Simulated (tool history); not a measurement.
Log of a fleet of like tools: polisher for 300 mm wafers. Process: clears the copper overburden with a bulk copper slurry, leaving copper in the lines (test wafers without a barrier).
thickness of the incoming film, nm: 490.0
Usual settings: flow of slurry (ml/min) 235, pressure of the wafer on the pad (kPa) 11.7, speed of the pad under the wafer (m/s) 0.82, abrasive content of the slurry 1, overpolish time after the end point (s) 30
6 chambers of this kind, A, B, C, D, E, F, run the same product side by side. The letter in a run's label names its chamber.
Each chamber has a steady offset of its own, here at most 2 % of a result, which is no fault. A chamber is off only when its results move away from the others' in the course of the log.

run	hour	flow of slurry (ml/min)	pressure of the wafer on the pad (kPa)	speed of the pad under the wafer (m/s)	abrasive content of the slurry	overpolish time after the end point (s)	wafers polished on this pad	hours since the slurry nozzle was cleaned	hours since the head pressure was calibrated	hours since the slurry blender was calibrated	time until the end point was called (s)	dishing of a wide line in a test structure (nm)
1C	10.5	235	11.7	0.82	1	30	1192	36.4	299.5	275.8	106.4	52.145
2B	17.6	235	11.7	0.82	1	30	559	511.6	618.9	65.1	105.44	51.314
3D	23.5	235	11.7	0.82	1	30	1084	611.4	221.3	75.6	101.55	50.859
4A	28.6	235	11.7	0.82	1	30	298	336.9	291.1	234.5	108.32	51.065
5E	38.8	235	11.7	0.82	0.9	48	1105	193.8	270.9	144.2	104.42	57.914
6F	49.6	235	11.7	0.82	0.9	48	444	106.7	787.3	114.8	107.59	58.723
# hour 56.6: chamber F: slurry blender recalibrated
# hour 57.2: chamber C: worn pad replaced by a new one
7A	57.9	235	11.7	0.82	0.9	48	462	366.2	320.4	263.8	111.57	58.317
# hour 62.6: chamber E: worn pad replaced by a new one
8F	63.8	235	11.7	0.82	0.9	48	523	120.9	801.5	7.2	111.3	57.636
# hour 67.6: chamber D: worn pad replaced by a new one
9E	74.9	235	11.7	0.82	0.9	48	68	229.9	307	180.3	105.74	58.282
# hour 79.8: chamber F: worn pad replaced by a new one
10C	82.1	235	11.7	0.82	0.9	48	139	108	371.1	347.4	108.42	57.532
# hour 86.1: chamber D: slurry blender recalibrated
11D	87.8	235	10.3	0.82	1	30	113	675.7	285.6	1.8	118.57	47.101
# hour 89.3: chamber B: worn pad replaced by a new one
# hour 96.5: chamber B: slurry blender recalibrated
12B	98.1	235	10.3	0.82	1	30	49	592.1	699.4	1.7	117.32	47.811
13B	108.4	235	10.3	0.82	1	30	106	602.4	709.7	12	116.81	48.962
# hour 116.4: chamber A: worn pad replaced by a new one
14F	118.5	235	10.3	0.82	1	30	216	175.6	856.2	61.9	118.98	47.239
15D	124.7	235	10.3	0.82	1	30	318	712.6	322.5	38.7	119.75	46.828
16C	135	235	10.3	0.82	1	30	434	160.9	424	400.3	119.71	47.155
17E	144.9	235	11.7	0.82	1	30	459	299.9	377	250.3	103.43	50.69
# hour 145.7: chamber E: head pressure recalibrated
18A	156.1	235	11.7	0.82	1	30	221	464.4	418.6	362	105.49	51.762
# hour 161.5: chamber C: slurry blender recalibrated
# hour 162.3: chamber A: slurry blender recalibrated
19A	164.2	235	11.7	0.82	1	30	266	472.5	426.7	1.9	104.71	50.955
20D	171	235	11.7	0.82	1	30	577	758.9	368.8	85	101.73	50.258
# hour 172.2: chamber F: worn pad replaced by a new one
21E	176.3	235	11.7	0.82	1	30	634	331.3	30.7	281.7	107.43	51.419
22B	187.1	235	11.7	0.82	1	30	545	681.1	788.4	90.7	103.82	50.227
# hour 191.3: chamber F: slurry blender recalibrated
23C	193	235	11.7	0.82	1	30	758	218.9	482	31.6	103.72	50.367
24F	198.8	235	11.7	0.82	1	30	148	255.9	936.5	7.5	105.09	51.597
25A	209.1	235	11.7	0.82	1	30	517	517.4	471.6	46.8	104.51	50.787
# hour 212.1: chamber B: slurry nozzle cleaned
26B	218.3	235	11.7	0.82	1	30	719	6.2	819.6	121.9	106.62	50.73
# hour 223.7: chamber D: slurry blender recalibrated
27F	224.1	235	11.7	0.82	1	30	290	281.2	961.8	32.8	107.09	52.27
# hour 224.7: chamber B: slurry blender recalibrated
28C	230.5	235	11.7	0.66	1	20	967	256.4	519.5	69.1	128.61	37.841
29E	241.5	235	11.7	0.66	1	20	998	396.5	95.9	346.9	125.22	38.712
30D	248.2	235	11.7	0.66	1	20	1007	836.1	446	24.5	134.2	37.354
# hour 248.7: chamber E: worn pad replaced by a new one
31D	253	235	11.7	0.66	1	20	1034	840.9	450.8	29.3	132.38	38.907
# hour 253.4: chamber F: slurry nozzle cleaned
# hour 261.7: chamber E: slurry blender recalibrated
# hour 261.8: chamber A: head pressure recalibrated
32B	262.6	235	11.7	0.66	1	20	967	50.5	863.9	38	134.42	37.393
# hour 265.3: chamber C: worn pad replaced by a new one
33C	273	235	11.7	0.66	1	20	43	298.9	562	111.6	135.37	38.507
# hour 274.2: chamber E: slurry nozzle cleaned
# hour 283.1: chamber A: worn pad replaced by a new one
34E	283.5	235	11.7	0.82	1	30	194	9.4	137.9	21.8	101	50.502
# hour 284.8: chamber F: worn pad replaced by a new one
35A	291.5	235	11.7	0.82	1	30	46	599.8	29.8	129.2	106.54	51.271
36F	297	235	11.7	0.82	1	30	68	43.7	1034.7	105.7	105.65	51.125
37B	303.9	235	11.7	0.82	1	30	1197	91.8	905.2	79.3	103.81	51.419
38E	312.4	235	11.7	0.82	1	30	355	38.3	166.8	50.7	103.15	50.904

Next, every chamber runs the same settings. What will each give?
39A	320.4	235	11.7	0.82	1	30					?	?
39B	320.4	235	11.7	0.82	1	30					?	?
39C	320.4	235	11.7	0.82	1	30					?	?
39D	320.4	235	11.7	0.82	1	30					?	?
39E	320.4	235	11.7	0.82	1	30					?	?
39F	320.4	235	11.7	0.82	1	30					?	?

run	time until the end point was called (s)	dishing of a wide line in a test structure (nm)
39A	107.6	51.068
39B	104.44	51.944
39C	103.7	50.84
39D	105.3	51.963
39E	105.58	51.558
39F	104.08	51.882
